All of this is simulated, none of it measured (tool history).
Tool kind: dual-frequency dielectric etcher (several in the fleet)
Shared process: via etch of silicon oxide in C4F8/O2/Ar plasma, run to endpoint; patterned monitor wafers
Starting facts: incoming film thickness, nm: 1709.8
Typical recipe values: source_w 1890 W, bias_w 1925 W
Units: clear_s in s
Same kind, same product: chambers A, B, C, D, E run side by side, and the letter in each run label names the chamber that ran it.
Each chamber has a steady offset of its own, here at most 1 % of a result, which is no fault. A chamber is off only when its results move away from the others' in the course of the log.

run	day	source_w	bias_w	clear_s
1C	0.158	1890	1925	350.33
2E	0.408	1890	1925	345.20
3B	0.692	1890	1925	348.73
4D	0.888	1890	1925	346.59
5A	1.038	1890	1925	348.92
6E	1.250	1890	1729	357.13
7D	1.396	1890	1729	357.28
# day 1.496: chamber E: bias power generator calibrated
8A	1.642	1890	1729	360.39
9C	1.838	1890	1729	361.90
10B	2.092	1890	1729	362.75
11A	2.288	1890	2262	333.44
12D	2.492	1890	2262	330.53
13B	2.667	1890	2262	334.88
14E	2.925	1890	2262	335.69
15C	3.208	1890	2262	334.76
16A	3.388	1890	1925	348.87
# day 3.550: chamber B: wet clean of the chamber
17E	3.604	1890	1925	351.80
18B	3.754	1890	1925	351.89
19D	3.929	1890	1925	346.30
20C	4.196	1890	1925	350.36
21E	4.458	1890	1925	353.92
22A	4.712	1890	1925	349.52
23C	4.938	1890	1925	349.97
24D	5.104	1890	1925	347.29
25B	5.296	1890	1925	352.44
26D	5.546	2070	1723	344.56
27B	5.696	2070	1723	350.21
28A	5.862	2070	1723	349.34
29E	6.088	2070	1723	352.53
# day 6.188: chamber A: wet clean of the chamber
30C	6.292	2070	1723	348.09
31D	6.567	1890	1925	346.46
32A	6.700	1890	1925	348.51
33B	6.942	1890	1925	349.54
34C	7.079	1890	1925	349.01

One chamber off, gauge drift, or nothing amiss beyond the chambers' own small offsets? If it is a chamber, which one, and what is the likeliest cause?

One chamber, E, drifts off from the rest bit by bit.
Cause: etch rate under this chamber's usual, % = 3.09.

Below are 4 candidate recipes for chamber E's next run, each the usual settings with a change, their results shown as question marks. Which of them brings E's results back in line with what the other chambers give on the usual settings?
To be in line, a result may differ from the other chambers' mean on the usual settings by at most: clear_s 3.70 s
35E-1	7.288	1730	1808	?
35E-2	7.288	1780	1925	?
35E-3	7.288	1890	2285	?
35E-4	7.288	1890	2094	?

Usual-settings mean across the other chambers: clear_s 349.26 s
run	clear_s
35E-1	377.04
35E-2	366.20
35E-3	340.24
35E-4	348.95
35E-4 is the one that brings the chamber's results back in line with the other chambers.

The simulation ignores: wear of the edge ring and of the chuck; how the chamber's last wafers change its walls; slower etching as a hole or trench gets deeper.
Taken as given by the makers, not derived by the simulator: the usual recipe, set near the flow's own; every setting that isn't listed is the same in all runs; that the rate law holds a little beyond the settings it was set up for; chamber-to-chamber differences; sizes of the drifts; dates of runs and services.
